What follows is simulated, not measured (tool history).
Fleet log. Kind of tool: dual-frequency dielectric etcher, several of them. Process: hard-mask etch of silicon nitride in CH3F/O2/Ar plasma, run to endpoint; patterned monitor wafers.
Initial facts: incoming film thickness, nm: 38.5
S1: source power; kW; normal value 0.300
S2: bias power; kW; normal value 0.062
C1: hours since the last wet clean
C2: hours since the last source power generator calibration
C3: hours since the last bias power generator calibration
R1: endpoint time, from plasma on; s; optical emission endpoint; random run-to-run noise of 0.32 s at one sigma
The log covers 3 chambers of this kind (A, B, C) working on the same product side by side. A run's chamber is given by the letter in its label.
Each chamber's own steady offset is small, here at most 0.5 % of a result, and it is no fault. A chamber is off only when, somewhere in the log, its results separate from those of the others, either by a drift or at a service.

run,day,S1,S2,C1,C2,C3,R1
1C,0.583,0.300,0.062,363.2,559.0,2173.9,65.050
2A,1.138,0.300,0.062,235.9,103.1,677.0,65.700
3B,1.550,0.300,0.062,224.8,174.6,2041.6,66.063
4A,1.888,0.300,0.062,253.9,121.1,695.0,65.461
5C,2.383,0.300,0.062,406.4,602.2,2217.1,65.294
6B,2.758,0.300,0.062,253.8,203.6,2070.6,66.168
7C,3.221,0.300,0.062,426.5,622.3,2237.2,65.121
8B,3.650,0.300,0.062,275.2,225.0,2092.0,65.870
9A,4.146,0.300,0.062,308.1,175.3,749.2,65.758
10A,4.558,0.230,0.054,318.0,185.2,759.1,75.729
# day 4.788: chamber C: wet clean of the chamber
11C,4.892,0.230,0.054,2.5,662.4,2277.3,75.604
12B,5.512,0.230,0.054,319.9,269.7,2136.7,77.291
13A,6.096,0.280,0.077,354.9,222.1,796.0,62.873
14B,6.608,0.280,0.077,346.2,296.0,2163.0,63.588
15C,6.975,0.280,0.077,52.5,712.4,2327.3,61.955
16A,7.625,0.300,0.062,391.6,258.8,832.7,65.657
17B,8.158,0.300,0.062,383.4,333.2,2200.2,67.056
# day 8.183: chamber A: wet clean of the chamber
18C,8.733,0.300,0.052,94.7,754.6,2369.5,69.298
19C,9.125,0.300,0.052,104.1,764.0,2378.9,69.378
20A,9.638,0.300,0.052,34.9,307.1,881.0,70.154
21B,10.150,0.300,0.062,431.2,381.0,2248.0,66.915
22B,10.812,0.300,0.062,447.1,396.9,2263.9,66.671
23A,11.375,0.270,0.070,76.6,348.8,922.7,65.837
24C,11.779,0.270,0.070,167.8,827.7,2442.6,64.714
25A,12.321,0.270,0.070,99.3,371.5,945.4,65.845

Is one chamber off against the others, does the gauge drift, or is nothing wrong? If a chamber is off, say which, and what the likeliest cause is.

One chamber, B, drifts off from the rest bit by bit.
Cause: etch rate under this chamber's usual, % = 2.76.

Chamber B could run next with any of the 4 candidate recipes listed below; each alters the usual settings, and their results appear as question marks. Which one brings its results back in line with what the other chambers deliver on the usual settings?
In line means no further than this from the other chambers' mean on the usual settings: R1 1.100 s
26B-1,12.800,0.290,0.060,,,,?
26B-2,12.800,0.270,0.058,,,,?
26B-3,12.800,0.330,0.067,,,,?
26B-4,12.800,0.310,0.064,,,,?

Average result of the remaining chambers running the usual settings: R1 65.453 s
run,R1
26B-1,68.954
26B-2,71.638
26B-3,63.296
26B-4,65.809
Change 26B-4 lands the chamber within the allowed miss of the other chambers.

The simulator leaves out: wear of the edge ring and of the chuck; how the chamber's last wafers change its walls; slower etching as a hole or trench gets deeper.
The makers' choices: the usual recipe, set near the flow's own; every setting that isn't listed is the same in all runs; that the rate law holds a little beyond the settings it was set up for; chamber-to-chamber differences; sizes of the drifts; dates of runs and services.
